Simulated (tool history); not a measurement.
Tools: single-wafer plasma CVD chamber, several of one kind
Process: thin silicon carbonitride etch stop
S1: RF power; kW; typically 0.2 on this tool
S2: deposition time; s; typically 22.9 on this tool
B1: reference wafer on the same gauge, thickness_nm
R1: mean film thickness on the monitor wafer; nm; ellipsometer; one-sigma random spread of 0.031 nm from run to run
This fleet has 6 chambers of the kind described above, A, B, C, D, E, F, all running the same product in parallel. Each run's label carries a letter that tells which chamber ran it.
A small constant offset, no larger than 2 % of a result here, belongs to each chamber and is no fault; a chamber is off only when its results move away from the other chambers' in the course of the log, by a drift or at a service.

run 1A day=0.608 | S1=0.2 S2=22.9 | B1=10.399 | R1=12.975
run 2F day=1.112 | S1=0.2 S2=22.9 | B1=10.397 | R1=12.93
run 3C day=1.775 | S1=0.2 S2=22.9 | B1=10.398 | R1=13.068
run 4B day=2.258 | S1=0.2 S2=22.9 | B1=10.398 | R1=13.011
run 5E day=2.817 | S1=0.2 S2=22.9 | B1=10.394 | R1=13.07
run 6D day=3.204 | S1=0.18 S2=22.9 | B1=10.392 | R1=12.845
run 7E day=3.808 | S1=0.18 S2=22.9 | B1=10.397 | R1=12.66
run 8D day=4.204 | S1=0.18 S2=22.9 | B1=10.403 | R1=12.874
-- day=4.221 chamber C: RF generator calibrated
run 9F day=4.696 | S1=0.18 S2=22.9 | B1=10.401 | R1=12.537
run 10C day=5.088 | S1=0.18 S2=22.9 | B1=10.404 | R1=12.66
run 11B day=5.504 | S1=0.18 S2=22.9 | B1=10.404 | R1=12.681
run 12A day=6.067 | S1=0.2 S2=22.9 | B1=10.398 | R1=12.979
run 13C day=6.596 | S1=0.2 S2=22.9 | B1=10.395 | R1=13.048
run 14A day=7.279 | S1=0.2 S2=22.9 | B1=10.395 | R1=12.935
run 15B day=7.846 | S1=0.2 S2=22.9 | B1=10.395 | R1=13.076
run 16D day=8.429 | S1=0.2 S2=22.9 | B1=10.394 | R1=13.337
run 17F day=8.742 | S1=0.2 S2=22.9 | B1=10.4 | R1=12.967
run 18E day=9.138 | S1=0.18 S2=25.4 | B1=10.402 | R1=14.032
run 19D day=9.588 | S1=0.18 S2=25.4 | B1=10.402 | R1=14.34
run 20E day=9.9 | S1=0.18 S2=25.4 | B1=10.397 | R1=14.074
run 21B day=10.279 | S1=0.18 S2=25.4 | B1=10.4 | R1=14.055
run 22C day=10.788 | S1=0.18 S2=25.4 | B1=10.408 | R1=14.04
run 23A day=11.117 | S1=0.18 S2=25.4 | B1=10.401 | R1=13.965
run 24F day=11.529 | S1=0.2 S2=22.9 | B1=10.403 | R1=12.957
run 25F day=11.954 | S1=0.2 S2=22.9 | B1=10.402 | R1=12.924
run 26A day=12.317 | S1=0.2 S2=22.9 | B1=10.401 | R1=12.917
-- day=12.771 chamber B: thermocouple changed; heater temperature recalibrated
run 27E day=12.875 | S1=0.2 S2=22.9 | B1=10.407 | R1=13.091
run 28D day=13.462 | S1=0.18 S2=24.6 | B1=10.405 | R1=13.876
run 29C day=13.812 | S1=0.18 S2=24.6 | B1=10.407 | R1=13.602
run 30B day=14.408 | S1=0.18 S2=24.6 | B1=10.398 | R1=13.561
run 31E day=14.792 | S1=0.18 S2=24.6 | B1=10.395 | R1=13.649
run 32B day=15.242 | S1=0.18 S2=24.6 | B1=10.403 | R1=13.643
run 33F day=15.817 | S1=0.18 S2=24.6 | B1=10.398 | R1=13.478
run 34C day=16.2 | S1=0.2 S2=22.9 | B1=10.405 | R1=13.09
run 35D day=16.571 | S1=0.2 S2=22.9 | B1=10.4 | R1=13.254
run 36A day=16.933 | S1=0.2 S2=22.9 | B1=10.394 | R1=12.983
run 37E day=17.229 | S1=0.2 S2=22.9 | B1=10.398 | R1=13.039
run 38D day=17.896 | S1=0.2 S2=22.9 | B1=10.397 | R1=13.338
run 39C day=18.342 | S1=0.2 S2=22.9 | B1=10.401 | R1=13.086
run 40A day=18.779 | S1=0.215 S2=20.2 | B1=10.4 | R1=11.713

Next, all 6 chambers run the settings below, one line each with question marks for the results. What does each chamber give?
run 41A day=19.275 | S1=0.235 S2=22.9 | R1=?
run 41B day=19.275 | S1=0.235 S2=22.9 | R1=?
run 41C day=19.275 | S1=0.235 S2=22.9 | R1=?
run 41D day=19.275 | S1=0.235 S2=22.9 | R1=?
run 41E day=19.275 | S1=0.235 S2=22.9 | R1=?
run 41F day=19.275 | S1=0.235 S2=22.9 | R1=?

run=41A R1=13.62
run=41B R1=13.723
run=41C R1=13.666
run=41D R1=13.885
run=41E R1=13.722
run=41F R1=13.529
